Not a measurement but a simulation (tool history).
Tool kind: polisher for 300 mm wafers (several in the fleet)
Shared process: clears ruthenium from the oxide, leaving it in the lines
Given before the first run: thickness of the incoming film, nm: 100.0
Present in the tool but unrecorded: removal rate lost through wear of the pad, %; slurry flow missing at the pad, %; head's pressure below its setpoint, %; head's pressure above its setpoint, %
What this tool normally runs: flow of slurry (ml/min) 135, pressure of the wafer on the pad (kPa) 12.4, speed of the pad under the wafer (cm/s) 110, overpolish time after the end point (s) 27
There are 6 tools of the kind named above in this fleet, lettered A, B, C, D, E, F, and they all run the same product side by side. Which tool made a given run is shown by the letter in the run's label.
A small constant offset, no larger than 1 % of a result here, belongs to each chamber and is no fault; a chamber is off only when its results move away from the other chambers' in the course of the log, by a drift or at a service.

| run | hour | flow of slurry (ml/min) | pressure of the wafer on the pad (kPa) | speed of the pad under the wafer (cm/s) | overpolish time after the end point (s) | wafers polished on this pad | hours since the slurry nozzle was cleaned | hours since the head pressure was calibrated | time until the end point was called (s) |
|---|---|---|---|---|---|---|---|---|---|
|  | 2.8 | chamber C: worn pad replaced by a new one |
| 1C | 7.6 | 135 | 12.4 | 110 | 27 | 37 | 328.8 | 59.9 | 92.838 |
| 2F | 11.9 | 135 | 12.4 | 110 | 27 | 572 | 533.0 | 39.0 | 88.462 |
|  | 15.6 | chamber A: head pressure recalibrated |
| 3D | 18.0 | 135 | 12.4 | 110 | 27 | 455 | 163.0 | 321.1 | 89.372 |
|  | 25.9 | chamber E: worn pad replaced by a new one |
| 4E | 26.9 | 135 | 12.4 | 110 | 27 | 8 | 520.7 | 625.1 | 88.808 |
| 5B | 34.9 | 135 | 12.4 | 110 | 27 | 711 | 317.5 | 151.1 | 90.238 |
|  | 36.3 | chamber A: slurry nozzle cleaned |
| 6A | 42.2 | 135 | 12.4 | 110 | 27 | 361 | 6.0 | 26.6 | 88.856 |
|  | 44.2 | chamber F: worn pad replaced by a new one |
|  | 45.5 | chamber E: slurry nozzle cleaned |
| 7D | 47.3 | 135 | 12.4 | 110 | 27 | 682 | 192.3 | 350.4 | 89.741 |
| 8C | 56.3 | 135 | 12.4 | 110 | 27 | 414 | 377.5 | 108.6 | 88.087 |
| 9B | 60.9 | 135 | 12.4 | 110 | 27 | 912 | 343.5 | 177.1 | 91.564 |
| 10A | 69.9 | 135 | 12.4 | 110 | 27 | 576 | 33.7 | 54.3 | 91.023 |
|  | 71.4 | chamber D: worn pad replaced by a new one |
| 11F | 78.8 | 135 | 12.4 | 110 | 27 | 268 | 599.9 | 105.9 | 86.628 |
|  | 85.8 | chamber B: worn pad replaced by a new one |
| 12E | 87.5 | 135 | 12.4 | 110 | 27 | 478 | 42.1 | 685.7 | 88.197 |
|  | 91.9 | chamber B: slurry nozzle cleaned |
| 13B | 92.0 | 135 | 12.4 | 110 | 27 | 48 | 0.1 | 208.2 | 89.257 |
| 14E | 97.9 | 135 | 8.3 | 110 | 27 | 558 | 52.5 | 696.1 | 129.990 |
|  | 99.7 | chamber C: worn pad replaced by a new one |
| 15C | 106.3 | 135 | 8.3 | 110 | 27 | 51 | 427.5 | 158.6 | 135.800 |
|  | 107.0 | chamber E: worn pad replaced by a new one |
| 16F | 110.5 | 135 | 8.3 | 110 | 27 | 514 | 631.6 | 137.6 | 130.640 |
| 17D | 116.2 | 135 | 8.3 | 110 | 27 | 347 | 261.2 | 419.3 | 135.960 |
| 18A | 121.2 | 135 | 8.3 | 110 | 27 | 973 | 85.0 | 105.6 | 134.990 |
| 19D | 125.9 | 135 | 8.3 | 110 | 27 | 422 | 270.9 | 429.0 | 137.240 |
| 20E | 135.3 | 135 | 12.4 | 110 | 27 | 219 | 89.9 | 733.5 | 85.803 |
| 21B | 141.7 | 135 | 12.4 | 110 | 27 | 433 | 49.8 | 257.9 | 90.861 |
| 22A | 151.0 | 135 | 12.4 | 110 | 27 | 1204 | 114.8 | 135.4 | 89.523 |
|  | 152.8 | chamber F: worn pad replaced by a new one |
| 23F | 159.8 | 135 | 12.4 | 110 | 27 | 54 | 680.9 | 186.9 | 85.667 |
| 24C | 167.2 | 135 | 12.4 | 110 | 34 | 523 | 488.4 | 219.5 | 91.841 |
|  | 171.2 | chamber A: worn pad replaced by a new one |
|  | 171.5 | chamber D: worn pad replaced by a new one |
| 25D | 176.4 | 135 | 12.4 | 110 | 34 | 38 | 321.4 | 479.5 | 92.727 |
|  | 180.7 | chamber C: worn pad replaced by a new one |
| 26A | 185.8 | 135 | 12.4 | 110 | 34 | 113 | 149.6 | 170.2 | 88.547 |
| 27F | 190.0 | 135 | 12.4 | 110 | 34 | 288 | 711.1 | 217.1 | 89.005 |
| 28B | 196.3 | 135 | 12.4 | 110 | 34 | 856 | 104.4 | 312.5 | 89.325 |
| 29C | 200.9 | 135 | 12.4 | 110 | 34 | 157 | 522.1 | 253.2 | 90.693 |
|  | 204.0 | chamber D: slurry nozzle cleaned |
| 30E | 205.6 | 135 | 10.3 | 86 | 27 | 764 | 160.2 | 803.8 | 128.970 |
|  | 205.9 | chamber E: worn pad replaced by a new one |
|  | 211.1 | chamber B: head pressure recalibrated |
| 31A | 212.3 | 135 | 10.3 | 86 | 27 | 318 | 176.1 | 196.7 | 142.300 |
| 32E | 219.0 | 135 | 10.3 | 86 | 27 | 101 | 173.6 | 817.2 | 129.550 |
|  | 220.5 | chamber B: worn pad replaced by a new one |
| 33F | 226.0 | 135 | 10.3 | 86 | 27 | 567 | 747.1 | 253.1 | 134.650 |
|  | 230.8 | chamber F: slurry nozzle cleaned |
| 34D | 234.4 | 135 | 10.3 | 86 | 27 | 487 | 30.4 | 537.5 | 136.220 |
| 35C | 239.8 | 135 | 10.3 | 86 | 27 | 458 | 561.0 | 292.1 | 139.680 |
| 36B | 246.1 | 135 | 12.4 | 110 | 27 | 198 | 154.2 | 35.1 | 90.157 |
| 37B | 252.0 | 135 | 15.2 | 110 | 27 | 244 | 160.1 | 41.0 | 74.256 |
| 38A | 259.3 | 135 | 15.2 | 110 | 27 | 682 | 223.1 | 243.7 | 73.079 |
| 39E | 265.0 | 135 | 15.2 | 110 | 27 | 457 | 219.6 | 863.2 | 68.245 |
|  | 266.5 | chamber F: worn pad replaced by a new one |
|  | 270.6 | chamber C: worn pad replaced by a new one |
| 40C | 273.5 | 135 | 15.2 | 110 | 27 | 22 | 594.7 | 325.8 | 73.013 |
| 41F | 280.4 | 135 | 15.2 | 110 | 27 | 107 | 49.7 | 307.5 | 72.276 |
| 42D | 285.0 | 135 | 15.2 | 110 | 27 | 879 | 81.0 | 588.1 | 72.879 |
| 43B | 291.5 | 135 | 12.4 | 76 | 15 | 550 | 199.6 | 80.5 | 130.140 |
| 44C | 296.3 | 135 | 12.4 | 76 | 15 | 199 | 617.5 | 348.6 | 131.050 |

For the next run the whole fleet of 6 chambers uses the same settings. Give each chamber's results:
| 45A | 303.3 | 135 | 14.5 | 110 | 27 |  |  |  | ? |
| 45B | 303.3 | 135 | 14.5 | 110 | 27 |  |  |  | ? |
| 45C | 303.3 | 135 | 14.5 | 110 | 27 |  |  |  | ? |
| 45D | 303.3 | 135 | 14.5 | 110 | 27 |  |  |  | ? |
| 45E | 303.3 | 135 | 14.5 | 110 | 27 |  |  |  | ? |
| 45F | 303.3 | 135 | 14.5 | 110 | 27 |  |  |  | ? |

| run | time until the end point was called (s) |
|---|---|
| 45A | 78.307 |
| 45B | 76.441 |
| 45C | 77.847 |
| 45D | 79.995 |
| 45E | 67.590 |
| 45F | 76.439 |
